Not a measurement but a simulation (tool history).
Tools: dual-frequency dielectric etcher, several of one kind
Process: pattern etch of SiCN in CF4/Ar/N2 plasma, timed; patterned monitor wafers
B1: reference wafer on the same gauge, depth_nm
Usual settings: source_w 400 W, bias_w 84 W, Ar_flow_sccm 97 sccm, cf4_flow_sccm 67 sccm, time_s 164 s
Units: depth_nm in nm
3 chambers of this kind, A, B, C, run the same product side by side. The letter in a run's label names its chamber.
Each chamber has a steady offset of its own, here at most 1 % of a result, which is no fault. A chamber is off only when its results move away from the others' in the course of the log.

Run 1A, hour 3.8: usual settings; B1 157.97. Result: depth_nm 134.53 nm.
Run 2B, hour 7.0: usual settings; B1 158.06. Result: depth_nm 133.24 nm.
Run 3C, hour 10.9: usual settings; B1 157.85. Result: depth_nm 132.99 nm.
Run 4A, hour 14.3: usual settings; B1 157.98. Result: depth_nm 134.49 nm.
Run 5C, hour 16.6: usual settings but bias_w 69 W; B1 157.91. Result: depth_nm 124.18 nm.
Run 6B, hour 21.7: usual settings but bias_w 69 W; B1 157.97. Result: depth_nm 124.03 nm.
Run 7C, hour 26.2: usual settings but bias_w 69 W; B1 158.02. Result: depth_nm 124.29 nm.
Run 8B, hour 30.4: usual settings; B1 157.97. Result: depth_nm 133.35 nm.
Run 9A, hour 35.4: usual settings; B1 157.92. Result: depth_nm 135.08 nm.
Run 10A, hour 37.8: usual settings; B1 158.02. Result: depth_nm 134.86 nm.
Run 11B, hour 42.6: usual settings; B1 158.08. Result: depth_nm 133.17 nm.
Run 12C, hour 45.3: usual settings but bias_w 76 W; B1 158.06. Result: depth_nm 128.53 nm.
At hour 49.7: chamber A: CF4 flow controller replaced.
Run 13C, hour 50.3: usual settings but bias_w 76 W; B1 157.84. Result: depth_nm 128.55 nm.
Run 14A, hour 53.3: usual settings but bias_w 76 W; B1 158.12. Result: depth_nm 129.67 nm.
Run 15B, hour 58.1: usual settings; B1 158.01. Result: depth_nm 133.13 nm.
Run 16B, hour 60.9: usual settings but bias_w 65 W; B1 158.04. Result: depth_nm 122.36 nm.
Run 17A, hour 65.4: usual settings but bias_w 65 W; B1 157.96. Result: depth_nm 122.96 nm.
At hour 69.3: chamber A: wet clean of the chamber.
At hour 69.8: chamber C: wet clean of the chamber.
Run 18C, hour 69.8: usual settings but bias_w 65 W; B1 157.97. Result: depth_nm 121.00 nm.
Run 19C, hour 72.8: usual settings; B1 158.03. Result: depth_nm 133.00 nm.
Run 20A, hour 76.3: usual settings; B1 157.91. Result: depth_nm 138.55 nm.
Run 21B, hour 81.1: usual settings; B1 157.94. Result: depth_nm 132.93 nm.
Run 22C, hour 83.6: usual settings; B1 158.10. Result: depth_nm 132.97 nm.
Run 23A, hour 87.8: usual settings; B1 157.98. Result: depth_nm 138.14 nm.
Run 24B, hour 92.5: usual settings; B1 158.01. Result: depth_nm 133.21 nm.
Run 25C, hour 95.1: usual settings; B1 157.97. Result: depth_nm 133.51 nm.
Run 26A, hour 98.0: usual settings but bias_w 73 W; B1 158.03. Result: depth_nm 131.12 nm.
Run 27B, hour 100.9: usual settings but bias_w 73 W; B1 157.98. Result: depth_nm 126.42 nm.
Run 28A, hour 105.4: usual settings but bias_w 73 W; B1 158.02. Result: depth_nm 131.76 nm.
Run 29C, hour 110.4: usual settings; B1 157.99. Result: depth_nm 132.83 nm.
Run 30B, hour 113.1: usual settings but bias_w 104 W, time_s 204 s; B1 158.05. Result: depth_nm 179.02 nm.
Run 31B, hour 117.1: usual settings but bias_w 104 W, time_s 204 s; B1 158.00. Result: depth_nm 180.11 nm.
Run 32A, hour 121.4: usual settings but bias_w 104 W, time_s 204 s; B1 158.01. Result: depth_nm 186.01 nm.
Run 33C, hour 126.6: usual settings; B1 157.98. Result: depth_nm 132.64 nm.
Run 34B, hour 129.6: usual settings; B1 158.03. Result: depth_nm 133.01 nm.
Run 35C, hour 134.2: usual settings; B1 158.05. Result: depth_nm 132.78 nm.

Is one chamber off against the others, does the gauge drift, or is nothing wrong? If a chamber is off, say which, and what the likeliest cause is.

A service left chamber A off against the others.
Cause: etch rate over this chamber's usual, % = 2.82.

Here are 4 candidates for chamber A's next run, each the usual settings with a change, their results left as question marks. Which one brings its results back in line with what the others give on the usual settings?
In line means no further than this from the other chambers' mean on the usual settings: depth_nm 1.20 nm
Run 36A-1, hour 138.0: usual settings but source_w 410 W, Ar_flow_sccm 96 sccm, time_s 173.0 s. Result: depth_nm ?.
Run 36A-2, hour 138.0: usual settings but source_w 390 W, bias_w 83 W, time_s 156.0 s. Result: depth_nm ?.
Run 36A-3, hour 138.0: usual settings but bias_w 76 W, Ar_flow_sccm 100 sccm. Result: depth_nm ?.
Run 36A-4, hour 138.0: usual settings but bias_w 85 W, time_s 169.5 s. Result: depth_nm ?.

The other chambers' mean on the usual settings: depth_nm 133.13 nm
  run  depth_nm
36A-1    149.22
36A-2    128.13
36A-3    132.74
36A-4    143.53
36A-3 brings the chamber back in line.
